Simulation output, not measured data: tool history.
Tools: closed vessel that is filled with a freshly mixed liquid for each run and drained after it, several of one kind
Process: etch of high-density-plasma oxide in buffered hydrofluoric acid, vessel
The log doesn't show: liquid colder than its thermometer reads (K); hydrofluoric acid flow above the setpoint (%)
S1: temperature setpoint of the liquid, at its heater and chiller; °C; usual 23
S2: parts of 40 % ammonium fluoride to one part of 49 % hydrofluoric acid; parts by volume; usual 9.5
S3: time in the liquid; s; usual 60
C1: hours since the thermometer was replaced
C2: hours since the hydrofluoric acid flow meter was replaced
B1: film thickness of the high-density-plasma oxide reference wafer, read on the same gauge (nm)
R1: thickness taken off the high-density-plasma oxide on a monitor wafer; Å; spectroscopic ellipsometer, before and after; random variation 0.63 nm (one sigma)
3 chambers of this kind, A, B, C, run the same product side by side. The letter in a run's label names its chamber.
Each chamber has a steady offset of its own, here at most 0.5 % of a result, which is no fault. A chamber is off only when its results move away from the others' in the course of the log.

| run | day | S1 | S2 | S3 | C1 | C2 | B1 | R1 |
|---|---|---|---|---|---|---|---|---|
| 1B | 0.292 | 23 | 9.5 | 60 | 1794 | 1455.3 | 69.999 | 987.27 |
| 2A | 0.479 | 23 | 9.5 | 60 | 905.4 | 211.3 | 69.985 | 986.71 |
| 3C | 0.742 | 23 | 9.5 | 60 | 1801 | 166.2 | 70.012 | 997.97 |
| 4B | 0.896 | 23 | 9.5 | 60 | 1808.5 | 1469.8 | 69.995 | 984.73 |
|  | 1.175 | chamber B: hydrofluoric acid flow meter replaced |
| 5A | 1.217 | 23 | 9.5 | 60 | 923.1 | 229 | 69.99 | 993.61 |
| 6C | 1.379 | 23 | 9.5 | 60 | 1816.3 | 181.5 | 69.977 | 1002.5 |
| 7B | 1.638 | 23 | 9.5 | 60 | 1826.3 | 11.2 | 70.018 | 980.54 |
| 8C | 1.838 | 23 | 9.5 | 60 | 1827.3 | 192.5 | 69.992 | 985.45 |
| 9A | 2.125 | 23 | 9.5 | 60 | 944.9 | 250.8 | 69.984 | 989.54 |
| 10A | 2.421 | 23 | 9.5 | 60 | 952 | 257.9 | 70 | 981.12 |
| 11B | 2.646 | 23 | 9.5 | 60 | 1850.5 | 35.4 | 70.005 | 991.48 |
| 12C | 2.842 | 23 | 9.5 | 60 | 1851.4 | 216.6 | 70.01 | 985.55 |
| 13B | 3.05 | 23 | 9.5 | 60 | 1860.2 | 45.1 | 69.977 | 982.51 |
| 14C | 3.362 | 23 | 9.5 | 60 | 1863.9 | 229.1 | 70.005 | 984.06 |
| 15A | 3.571 | 23 | 9.5 | 60 | 979.6 | 285.5 | 69.999 | 989.76 |
| 16C | 3.779 | 23 | 9.5 | 60 | 1873.9 | 239.1 | 70.001 | 997.68 |
| 17A | 4.042 | 23 | 9.5 | 60 | 990.9 | 296.8 | 70.032 | 983.72 |
| 18B | 4.196 | 23 | 9.5 | 60 | 1887.7 | 72.6 | 70.027 | 970.06 |
| 19B | 4.512 | 23 | 9.5 | 60 | 1895.3 | 80.2 | 69.961 | 973.12 |
| 20A | 4.708 | 23 | 9.5 | 60 | 1006.9 | 312.8 | 70.004 | 993.15 |
| 21C | 4.917 | 20 | 8 | 60 | 1901.2 | 266.4 | 70.002 | 995.04 |
| 22A | 5.2 | 20 | 8 | 60 | 1018.7 | 324.6 | 70.016 | 985.21 |
| 23B | 5.4 | 20 | 8 | 60 | 1916.6 | 101.5 | 70.041 | 955.52 |
| 24C | 5.642 | 27 | 9.5 | 60 | 1918.6 | 283.8 | 70.016 | 1231.5 |
| 25B | 5.796 | 27 | 9.5 | 60 | 1926.1 | 111 | 69.974 | 1197.4 |
| 26C | 6.112 | 27 | 9.5 | 60 | 1929.9 | 295.1 | 69.983 | 1234.2 |
| 27A | 6.433 | 23 | 9.5 | 60 | 1048.3 | 354.2 | 69.998 | 981.22 |
| 28B | 6.742 | 23 | 9.5 | 60 | 1948.8 | 133.7 | 69.989 | 952.01 |
| 29C | 6.942 | 23 | 9.5 | 60 | 1949.8 | 315 | 69.997 | 1008.6 |
| 30A | 7.138 | 23 | 9.5 | 60 | 1065.2 | 371.1 | 70.028 | 987.81 |
| 31B | 7.396 | 23 | 9.5 | 60 | 1964.5 | 149.4 | 69.984 | 942.75 |
| 32C | 7.579 | 23 | 9.5 | 60 | 1965.1 | 330.3 | 69.986 | 993.96 |
| 33A | 7.788 | 23 | 9.5 | 60 | 1080.8 | 386.7 | 70.011 | 979.73 |
| 34C | 8.079 | 23 | 9.5 | 60 | 1977.1 | 342.3 | 70.012 | 988.64 |
| 35B | 8.321 | 23 | 9.5 | 60 | 1986.7 | 171.6 | 70.006 | 937.05 |
| 36A | 8.621 | 23 | 9.5 | 60 | 1100.8 | 406.7 | 69.995 | 988.95 |
| 37B | 8.779 | 23 | 9.5 | 60 | 1997.7 | 182.6 | 70.006 | 931.44 |
| 38C | 8.921 | 23 | 6.5 | 40 | 1997.3 | 362.5 | 69.998 | 958.42 |
| 39A | 9.225 | 23 | 6.5 | 40 | 1115.3 | 421.2 | 69.971 | 943.14 |
| 40C | 9.533 | 23 | 6.5 | 40 | 2012 | 377.2 | 70.01 | 964.27 |
| 41A | 9.675 | 23 | 9.5 | 60 | 1126.1 | 432 | 69.989 | 998.7 |

Is one chamber off against the others, does the gauge drift, or is nothing wrong? If a chamber is off, say which, and what the likeliest cause is.

Chamber B drifts away from the others.
Cause: liquid colder than its thermometer reads (K) = 1.15.
The log may not tell that from: hydrofluoric acid flow below the setpoint (%).

Here are 4 candidates for chamber B's next run, each the usual settings with a change, their results left as question marks. Which one brings its results back in line with what the others give on the usual settings?
In line means no further than this from the other chambers' mean on the usual settings: R1 22 Å
| 42B-1 | 9.904 | 23 | 9 | 60 |  |  |  | ? |
| 42B-2 | 9.904 | 22.5 | 9.5 | 60 |  |  |  | ? |
| 42B-3 | 9.904 | 22.5 | 10 | 60 |  |  |  | ? |
| 42B-4 | 9.904 | 23.5 | 9 | 60 |  |  |  | ? |

The other chambers' mean on the usual settings: R1 990.99 Å
| run | R1 |
|---|---|
| 42B-1 | 957.08 |
| 42B-2 | 899.46 |
| 42B-3 | 870.95 |
| 42B-4 | 984.4 |
42B-4 brings the chamber back in line.
